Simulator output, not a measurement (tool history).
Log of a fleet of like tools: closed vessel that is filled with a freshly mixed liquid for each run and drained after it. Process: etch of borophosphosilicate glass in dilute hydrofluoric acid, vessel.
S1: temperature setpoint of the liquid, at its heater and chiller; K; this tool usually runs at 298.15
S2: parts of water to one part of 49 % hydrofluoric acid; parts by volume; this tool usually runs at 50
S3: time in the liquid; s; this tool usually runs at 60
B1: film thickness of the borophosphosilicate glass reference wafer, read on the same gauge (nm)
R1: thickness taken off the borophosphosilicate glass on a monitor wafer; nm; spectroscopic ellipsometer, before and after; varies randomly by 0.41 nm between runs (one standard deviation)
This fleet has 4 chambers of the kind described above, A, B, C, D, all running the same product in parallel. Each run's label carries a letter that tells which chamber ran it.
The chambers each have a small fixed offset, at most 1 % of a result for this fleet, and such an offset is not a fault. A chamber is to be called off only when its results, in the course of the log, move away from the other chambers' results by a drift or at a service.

Run 1B, hour 12.8: usual settings; B1 70.002. Result: R1 61.775 nm.
Run 2D, hour 23.1: usual settings; B1 70.015. Result: R1 61.646 nm.
Run 3A, hour 32.5: usual settings; B1 69.969. Result: R1 62.1 nm.
Run 4C, hour 46.4: usual settings; B1 69.977. Result: R1 61.938 nm.
Run 5B, hour 55.7: usual settings; B1 69.985. Result: R1 62.21 nm.
Run 6C, hour 64.6: usual settings; B1 70.028. Result: R1 61.247 nm.
Run 7D, hour 75.3: usual settings; B1 69.998. Result: R1 61.282 nm.
Run 8A, hour 81.5: usual settings; B1 69.952. Result: R1 61.487 nm.
Run 9C, hour 95.6: usual settings; B1 69.987. Result: R1 63.207 nm.
Run 10D, hour 109.1: usual settings but S1 296.65 K, S2 70 parts by volume; B1 69.995. Result: R1 40.235 nm.
Run 11B, hour 116.3: usual settings but S1 296.65 K, S2 70 parts by volume; B1 70.016. Result: R1 40.075 nm.
Run 12A, hour 123.1: usual settings but S1 296.65 K, S2 70 parts by volume; B1 69.986. Result: R1 40.934 nm.
Run 13C, hour 129.8: usual settings but S1 296.65 K, S2 70 parts by volume; B1 70.019. Result: R1 41.507 nm.
Run 14B, hour 140.6: usual settings; B1 69.963. Result: R1 60.875 nm.
Run 15A, hour 149.3: usual settings; B1 69.985. Result: R1 61.387 nm.
Run 16D, hour 155.6: usual settings; B1 70.006. Result: R1 61.173 nm.
Run 17D, hour 166.8: usual settings; B1 69.959. Result: R1 61.555 nm.
Run 18A, hour 177.8: usual settings but S1 293.65 K, S2 70 parts by volume; B1 69.979. Result: R1 35.655 nm.
At hour 179.2: chamber B: thermometer replaced.
Run 19C, hour 189: usual settings but S1 293.65 K, S2 70 parts by volume; B1 69.943. Result: R1 37.287 nm.
Run 20B, hour 196.2: usual settings but S1 293.65 K, S2 70 parts by volume; B1 70.049. Result: R1 35.648 nm.
Run 21D, hour 206.4: usual settings but S1 293.65 K, S2 70 parts by volume; B1 70.033. Result: R1 35.156 nm.
Run 22C, hour 216: usual settings but S1 293.65 K; B1 70.022. Result: R1 54.202 nm.
Run 23A, hour 224: usual settings but S1 293.65 K; B1 70.002. Result: R1 51.59 nm.
Run 24B, hour 232.9: usual settings but S1 293.65 K; B1 70.025. Result: R1 51.207 nm.
Run 25B, hour 241.9: usual settings but S1 293.65 K; B1 69.994. Result: R1 51.344 nm.
Run 26A, hour 254.9: usual settings; B1 69.98. Result: R1 61.166 nm.
Run 27C, hour 263.7: usual settings; B1 70.016. Result: R1 65.678 nm.

Each of the 4 chambers runs these same settings next. Fill in every chamber's results:
Run 28A, hour 273.9: usual settings. Result: R1 ?.
Run 28B, hour 273.9: usual settings. Result: R1 ?.
Run 28C, hour 273.9: usual settings. Result: R1 ?.
Run 28D, hour 273.9: usual settings. Result: R1 ?.

run      R1
28A  61.097
28B  61.242
28C  66.167
28D  61.276
